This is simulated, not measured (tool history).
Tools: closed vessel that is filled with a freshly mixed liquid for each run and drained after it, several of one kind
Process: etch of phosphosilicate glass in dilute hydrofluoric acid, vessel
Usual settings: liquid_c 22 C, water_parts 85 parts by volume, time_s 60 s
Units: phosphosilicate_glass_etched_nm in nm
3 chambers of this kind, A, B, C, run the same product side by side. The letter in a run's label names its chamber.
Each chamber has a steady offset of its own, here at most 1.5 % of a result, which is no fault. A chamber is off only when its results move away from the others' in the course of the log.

run,hour,liquid_c,water_parts,time_s,"read-back film thickness of the phosphosilicate glass reference wafer, read on the same gauge (nm)",phosphosilicate_glass_etched_nm
1C,9.3,22,85,60,49.985,46.205
2B,19.1,22,85,60,49.991,45.16
3A,31.3,22,85,60,49.989,46.393
4C,37.8,22,85,60,50.022,45.791
5B,47.9,22,85,60,49.988,46.279
6A,57.7,22,85,60,50.002,46.319
7A,72.8,22,85,60,50.017,46.055
# hour 77.5: chamber A: thermometer replaced
8B,83.4,22,85,60,49.975,46.336
9C,91.8,22,85,60,49.994,45.306
10B,106.7,22,100,45,49.981,29.309
11A,121.6,22,100,45,49.979,29.063
12C,135.1,22,100,45,50.007,28.829
13B,147.7,22,85,60,50.03,47.448
14A,161.5,22,85,60,49.973,45.915
15C,168.4,22,85,60,50.016,46.819
16C,179.6,22,85,60,50.011,46.027
17A,186.8,22,85,60,49.988,46.248
18B,200.6,22,85,60,50.024,48.224
19B,211.8,22,85,60,50.011,48.727
20A,223.5,22,85,60,49.994,46.802
21C,238,22,120,75,49.998,39.121
22C,252.8,22,120,75,50.004,38.969
23B,260.9,22,120,75,49.986,43.095
24A,269,22,85,60,49.998,46.653
25A,277.1,22,85,60,49.993,46.12

All 3 chambers run these settings next. Forecast each chamber's results:
26A,287.9,22,85,60,,?
26B,287.9,22,85,60,,?
26C,287.9,22,85,60,,?

run,phosphosilicate_glass_etched_nm
26A,45.922
26B,50.289
26C,45.921
